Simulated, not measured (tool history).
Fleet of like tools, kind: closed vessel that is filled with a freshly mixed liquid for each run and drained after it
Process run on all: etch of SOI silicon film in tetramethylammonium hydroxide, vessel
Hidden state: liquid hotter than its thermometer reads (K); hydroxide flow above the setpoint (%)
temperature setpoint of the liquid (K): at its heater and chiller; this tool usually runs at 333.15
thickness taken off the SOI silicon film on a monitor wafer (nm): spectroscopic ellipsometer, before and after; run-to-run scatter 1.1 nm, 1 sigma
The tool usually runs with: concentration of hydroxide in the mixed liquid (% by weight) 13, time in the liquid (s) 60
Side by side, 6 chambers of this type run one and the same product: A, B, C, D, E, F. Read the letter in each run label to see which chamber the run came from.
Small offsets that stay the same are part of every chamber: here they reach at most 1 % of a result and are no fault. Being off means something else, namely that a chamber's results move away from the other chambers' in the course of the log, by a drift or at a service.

| run | day | temperature setpoint of the liquid (K) | concentration of hydroxide in the mixed liquid (% by weight) | time in the liquid (s) | hours since the thermometer was replaced | hours since the hydroxide flow meter was replaced | read-back film thickness of the SOI silicon film reference wafer, read on the same gauge (nm) | thickness taken off the SOI silicon film on a monitor wafer (nm) |
|---|---|---|---|---|---|---|---|---|
| 1E | 0.454 | 333.15 | 13 | 60 | 124.3 | 918.2 | 120.01 | 212.58 |
| 2B | 0.796 | 333.15 | 13 | 60 | 93.6 | 93.3 | 119.98 | 209.55 |
| 3A | 1.462 | 333.15 | 13 | 60 | 336.4 | 635.7 | 119.99 | 211.16 |
| 4C | 1.862 | 333.15 | 13 | 60 | 284.6 | 1756.6 | 120 | 212.63 |
| 5D | 2.346 | 333.15 | 13 | 60 | 1371.9 | 451.5 | 119.99 | 212.41 |
| 6F | 2.975 | 333.15 | 15.5 | 60 | 468.9 | 743.4 | 120.01 | 193.91 |
| 7B | 3.538 | 333.15 | 15.5 | 60 | 159.4 | 159.1 | 119.99 | 193.18 |
| 8C | 3.862 | 333.15 | 15.5 | 60 | 332.6 | 1804.6 | 120 | 195.59 |
|  | 3.875 | chamber C: hydroxide flow meter replaced |
| 9F | 4.179 | 333.15 | 15.5 | 60 | 497.8 | 772.3 | 120.01 | 195.44 |
| 10D | 4.721 | 333.15 | 15.5 | 60 | 1428.9 | 508.5 | 120 | 197.26 |
| 11E | 5.283 | 333.15 | 15.5 | 60 | 240.2 | 1034.1 | 119.98 | 197.27 |
|  | 5.654 | chamber D: thermometer replaced |
| 12A | 5.85 | 333.15 | 13 | 60 | 441.7 | 741 | 120.01 | 209.13 |
|  | 5.946 | chamber F: hydroxide flow meter replaced |
| 13C | 6.304 | 333.15 | 13 | 60 | 391.2 | 58.4 | 119.98 | 211.47 |
| 14E | 6.738 | 338.15 | 15.5 | 60 | 275.1 | 1069 | 120 | 269.41 |
| 15A | 7.054 | 338.15 | 15.5 | 60 | 470.6 | 769.9 | 120 | 262.54 |
| 16B | 7.471 | 338.15 | 15.5 | 60 | 253.8 | 253.5 | 119.99 | 262.71 |
| 17F | 8.121 | 338.15 | 15.5 | 60 | 592.4 | 52.2 | 119.99 | 264.08 |
|  | 8.404 | chamber A: hydroxide flow meter replaced |
| 18D | 8.571 | 338.15 | 15.5 | 60 | 70 | 600.9 | 120 | 264.2 |
| 19A | 9.004 | 338.15 | 15.5 | 60 | 517.4 | 14.5 | 120 | 262.4 |
| 20C | 9.488 | 333.15 | 13 | 60 | 467.6 | 134.8 | 120.03 | 211.53 |
|  | 9.696 | chamber A: thermometer replaced |
| 21D | 9.975 | 333.15 | 13 | 60 | 103.7 | 634.6 | 119.98 | 212.25 |
| 22F | 10.642 | 333.15 | 13 | 60 | 652.9 | 112.7 | 119.99 | 213.11 |
|  | 10.954 | chamber F: thermometer replaced |
| 23B | 10.967 | 333.15 | 13 | 60 | 337.7 | 337.4 | 119.99 | 209.58 |
| 24E | 11.438 | 333.15 | 16.5 | 30 | 387.9 | 1181.8 | 119.98 | 96.748 |
| 25D | 11.783 | 333.15 | 16.5 | 30 | 147.1 | 678 | 119.99 | 95.028 |
| 26F | 12.121 | 333.15 | 16.5 | 30 | 28 | 148.2 | 120.01 | 94.87 |
| 27E | 12.633 | 333.15 | 16.5 | 30 | 416.6 | 1210.5 | 120.01 | 95.652 |
| 28B | 12.962 | 333.15 | 16.5 | 30 | 385.6 | 385.3 | 120.02 | 95.453 |
| 29A | 13.512 | 333.15 | 16.5 | 30 | 91.7 | 122.7 | 119.99 | 95.864 |
| 30C | 14.017 | 333.15 | 13 | 60 | 576.3 | 243.5 | 120 | 211.45 |
| 31B | 14.475 | 333.15 | 13 | 60 | 421.9 | 421.6 | 119.99 | 208.82 |
| 32F | 14.867 | 333.15 | 13 | 60 | 93.9 | 214.1 | 120 | 211.35 |
| 33A | 15.221 | 333.15 | 13 | 60 | 132.7 | 163.7 | 120 | 211.46 |
| 34C | 15.596 | 333.15 | 13 | 60 | 614.2 | 281.4 | 119.99 | 213.89 |
| 35D | 16.117 | 327.15 | 13 | 60 | 251.1 | 782 | 120.01 | 144.73 |
| 36E | 16.771 | 327.15 | 13 | 60 | 515.9 | 1309.8 | 119.99 | 144.9 |
| 37F | 17.25 | 327.15 | 13 | 60 | 151.1 | 271.3 | 119.99 | 141.83 |
| 38A | 17.562 | 327.15 | 13 | 60 | 188.9 | 219.9 | 120 | 144.34 |
| 39D | 18.142 | 327.15 | 13 | 60 | 299.7 | 830.6 | 120 | 145.75 |

For the next run the whole fleet of 6 chambers uses the same settings. Give each chamber's results:
| 40A | 18.625 | 333.15 | 10 | 60 |  |  |  | ? |
| 40B | 18.625 | 333.15 | 10 | 60 |  |  |  | ? |
| 40C | 18.625 | 333.15 | 10 | 60 |  |  |  | ? |
| 40D | 18.625 | 333.15 | 10 | 60 |  |  |  | ? |
| 40E | 18.625 | 333.15 | 10 | 60 |  |  |  | ? |
| 40F | 18.625 | 333.15 | 10 | 60 |  |  |  | ? |

| run | thickness taken off the SOI silicon film on a monitor wafer (nm) |
|---|---|
| 40A | 231.6 |
| 40B | 231.59 |
| 40C | 237.18 |
| 40D | 235.41 |
| 40E | 235.84 |
| 40F | 233.41 |
